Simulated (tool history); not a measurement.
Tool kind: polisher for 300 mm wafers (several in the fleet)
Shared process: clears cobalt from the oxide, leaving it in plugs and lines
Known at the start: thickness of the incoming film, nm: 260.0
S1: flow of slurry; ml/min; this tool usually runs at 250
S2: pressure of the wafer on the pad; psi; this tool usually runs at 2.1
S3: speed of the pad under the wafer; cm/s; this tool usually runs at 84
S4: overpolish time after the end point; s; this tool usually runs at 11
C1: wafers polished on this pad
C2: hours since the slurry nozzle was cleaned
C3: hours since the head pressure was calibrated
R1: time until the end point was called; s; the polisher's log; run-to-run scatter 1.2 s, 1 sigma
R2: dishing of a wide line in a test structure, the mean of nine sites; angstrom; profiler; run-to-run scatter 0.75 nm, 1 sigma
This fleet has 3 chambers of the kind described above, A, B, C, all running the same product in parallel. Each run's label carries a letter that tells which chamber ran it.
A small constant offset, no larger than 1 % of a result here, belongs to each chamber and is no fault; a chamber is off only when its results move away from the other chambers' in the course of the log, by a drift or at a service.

run   hour   S1   S2  S3  S4    C1     C2     C3      R1      R2
      11.2  -- chamber B: head pressure recalibrated
 1A   11.2  250  2.1  84  11   238   16.8  333.4  63.346  318.92
 2B   18.9  250  2.1  84  11   574  350.9    7.8  63.825  317.43
 3C   30.4  250  2.1  84  11   515  544.7  246.2  62.865  314.26
 4C   40.1  250  2.1  84  11   583  554.4  255.9  64.859  322.04
 5A   51.7  250  2.1  84  11   520   57.3  373.9  63.922  307.52
 6B   63.9  250  2.1  84  11   888  395.9   52.8  64.928  321.40
 7B   78.5  250  2.1  84  11   989  410.5   67.4  63.958  319.81
 8A   87.1  250  2.1  84  11   767   92.7  409.3  63.116  319.13
      99.9  -- chamber B: worn pad replaced by a new one
 9C  102.9  250  2.1  84  11  1020  617.2  318.7  63.157  324.47
10C  112.4  250  2.1  84  11  1086  626.7  328.2  62.400  322.96
     119.7  -- chamber B: slurry nozzle cleaned
11A  125.2  250  2.8  84  18  1032  130.8  447.4  47.230  488.65
     139.3  -- chamber C: worn pad replaced by a new one
12B  139.5  250  2.8  84  18   276   19.8  128.4  47.578  499.23
     146.1  -- chamber C: head pressure recalibrated
13A  146.6  250  2.8  84  18  1181  152.2  468.8  45.875  507.43
14C  159.1  250  2.1  84  11   138  673.4   13.1  63.647  327.64
15B  173.6  250  2.1  84  11   513   53.9  162.5  64.309  319.32
     177.6  -- chamber A: worn pad replaced by a new one
16C  188.6  250  2.1  84  11   343  702.9   42.6  63.756  318.94
17B  203.8  250  2.1  84   9   723   84.1  192.7  62.504  286.49
18A  219.7  250  2.1  84   9   293  225.3  541.9  62.996  279.99
19C  231.9  250  2.1  84   9   645  746.2   85.9  63.688  270.51
20A  245.4  250  2.1  84  11   472  251.0  567.6  62.341  312.25
     245.7  -- chamber B: worn pad replaced by a new one
21B  257.4  250  2.1  84  11    81  137.7  246.3  63.582  317.61
22B  268.9  250  2.1  84  11   161  149.2  257.8  64.351  314.82
23C  277.8  250  2.1  84  13   964  792.1  131.8  63.844  361.61
     281.0  -- chamber A: head pressure recalibrated
24A  288.4  250  2.1  84  13   771  294.0    7.5  63.908  364.06
25C  304.3  250  2.1  84  13  1149  818.6  158.3  63.521  352.26
26B  311.3  250  2.1  84  11   456  191.6  300.2  64.582  323.68
27A  322.1  250  2.1  84  11  1006  327.7   41.2  64.369  323.88
28B  336.7  250  2.1  84  11   633  217.0  325.6  66.506  322.18
29A  351.9  250  2.1  84  11  1213  357.5   71.0  64.793  323.37

Each of the 3 chambers runs these same settings next. Fill in every chamber's results:
30A  363.3  250  2.1  84  11               ?   ?
30B  363.3  250  2.1  84  11               ?   ?
30C  363.3  250  2.1  84  11               ?   ?

run      R1      R2
30A  61.527  324.15
30B  63.858  309.34
30C  64.217  318.53

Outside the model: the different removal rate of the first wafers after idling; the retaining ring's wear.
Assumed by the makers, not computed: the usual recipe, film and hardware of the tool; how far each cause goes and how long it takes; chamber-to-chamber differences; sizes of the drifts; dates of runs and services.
